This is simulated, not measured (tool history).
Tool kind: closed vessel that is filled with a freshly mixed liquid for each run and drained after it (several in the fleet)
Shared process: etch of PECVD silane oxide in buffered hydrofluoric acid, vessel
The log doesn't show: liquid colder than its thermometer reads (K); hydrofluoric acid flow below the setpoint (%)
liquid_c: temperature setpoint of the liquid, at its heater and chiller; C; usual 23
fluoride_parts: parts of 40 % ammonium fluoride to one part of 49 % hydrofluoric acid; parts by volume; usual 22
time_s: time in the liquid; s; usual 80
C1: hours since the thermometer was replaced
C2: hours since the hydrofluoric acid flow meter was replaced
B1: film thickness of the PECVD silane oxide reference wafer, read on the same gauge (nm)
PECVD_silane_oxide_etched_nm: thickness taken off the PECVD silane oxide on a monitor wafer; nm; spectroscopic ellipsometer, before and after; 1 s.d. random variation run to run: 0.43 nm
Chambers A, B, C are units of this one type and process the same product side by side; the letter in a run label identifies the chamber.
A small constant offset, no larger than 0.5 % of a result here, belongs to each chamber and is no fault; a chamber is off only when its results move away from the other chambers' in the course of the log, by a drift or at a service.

run 1C hour=4.8 | liquid_c=23 fluoride_parts=22 time_s=80 | C1=1066.6 C2=475.1 | B1=90.013 | PECVD_silane_oxide_etched_nm=55.483
run 2A hour=10.6 | liquid_c=23 fluoride_parts=22 time_s=80 | C1=2137.1 C2=228.2 | B1=89.992 | PECVD_silane_oxide_etched_nm=56.067
run 3B hour=18.6 | liquid_c=23 fluoride_parts=22 time_s=80 | C1=777.9 C2=1157.3 | B1=90.006 | PECVD_silane_oxide_etched_nm=55.795
run 4C hour=26.1 | liquid_c=23 fluoride_parts=22 time_s=80 | C1=1087.9 C2=496.4 | B1=90.027 | PECVD_silane_oxide_etched_nm=55.844
run 5B hour=35.9 | liquid_c=23 fluoride_parts=22 time_s=80 | C1=795.2 C2=1174.6 | B1=89.992 | PECVD_silane_oxide_etched_nm=54.715
run 6A hour=40.5 | liquid_c=23 fluoride_parts=22 time_s=80 | C1=2167 C2=258.1 | B1=89.998 | PECVD_silane_oxide_etched_nm=55.76
run 7A hour=46.6 | liquid_c=23 fluoride_parts=22 time_s=80 | C1=2173.1 C2=264.2 | B1=90.016 | PECVD_silane_oxide_etched_nm=55.837
run 8C hour=51.6 | liquid_c=23 fluoride_parts=22 time_s=80 | C1=1113.4 C2=521.9 | B1=89.994 | PECVD_silane_oxide_etched_nm=55.521
run 9B hour=57.7 | liquid_c=23 fluoride_parts=22 time_s=80 | C1=817 C2=1196.4 | B1=89.995 | PECVD_silane_oxide_etched_nm=54.291
run 10A hour=62.7 | liquid_c=23 fluoride_parts=22 time_s=80 | C1=2189.2 C2=280.3 | B1=90.007 | PECVD_silane_oxide_etched_nm=55.243
run 11B hour=70.7 | liquid_c=23 fluoride_parts=22 time_s=80 | C1=830 C2=1209.4 | B1=89.975 | PECVD_silane_oxide_etched_nm=55.165
run 12C hour=79.1 | liquid_c=23 fluoride_parts=22 time_s=80 | C1=1140.9 C2=549.4 | B1=89.971 | PECVD_silane_oxide_etched_nm=56.512
run 13B hour=84.6 | liquid_c=23 fluoride_parts=15.5 time_s=40 | C1=843.9 C2=1223.3 | B1=90.001 | PECVD_silane_oxide_etched_nm=37.462
run 14C hour=92.6 | liquid_c=23 fluoride_parts=15.5 time_s=40 | C1=1154.4 C2=562.9 | B1=90.029 | PECVD_silane_oxide_etched_nm=37.98
run 15A hour=97.3 | liquid_c=23 fluoride_parts=15.5 time_s=40 | C1=2223.8 C2=314.9 | B1=89.997 | PECVD_silane_oxide_etched_nm=38.758
run 16B hour=104.5 | liquid_c=23 fluoride_parts=22 time_s=80 | C1=863.8 C2=1243.2 | B1=89.999 | PECVD_silane_oxide_etched_nm=55.27
run 17A hour=109.2 | liquid_c=23 fluoride_parts=22 time_s=80 | C1=2235.7 C2=326.8 | B1=89.983 | PECVD_silane_oxide_etched_nm=56.211
run 18C hour=116.9 | liquid_c=23 fluoride_parts=22 time_s=80 | C1=1178.7 C2=587.2 | B1=90.005 | PECVD_silane_oxide_etched_nm=56.114
run 19C hour=124.5 | liquid_c=23 fluoride_parts=22 time_s=80 | C1=1186.3 C2=594.8 | B1=90.027 | PECVD_silane_oxide_etched_nm=55.52
run 20B hour=129.1 | liquid_c=23 fluoride_parts=22 time_s=80 | C1=888.4 C2=1267.8 | B1=89.999 | PECVD_silane_oxide_etched_nm=54.851
run 21A hour=139.2 | liquid_c=23 fluoride_parts=22 time_s=80 | C1=2265.7 C2=356.8 | B1=89.998 | PECVD_silane_oxide_etched_nm=56.83
run 22C hour=147 | liquid_c=23 fluoride_parts=22 time_s=80 | C1=1208.8 C2=617.3 | B1=89.996 | PECVD_silane_oxide_etched_nm=55.53

Next, all 3 chambers run the settings below, one line each with question marks for the results. What does each chamber give?
run 23A hour=154.4 | liquid_c=23 fluoride_parts=22 time_s=80 | PECVD_silane_oxide_etched_nm=?
run 23B hour=154.4 | liquid_c=23 fluoride_parts=22 time_s=80 | PECVD_silane_oxide_etched_nm=?
run 23C hour=154.4 | liquid_c=23 fluoride_parts=22 time_s=80 | PECVD_silane_oxide_etched_nm=?

run=23A PECVD_silane_oxide_etched_nm=55.999
run=23B PECVD_silane_oxide_etched_nm=54.913
run=23C PECVD_silane_oxide_etched_nm=55.717
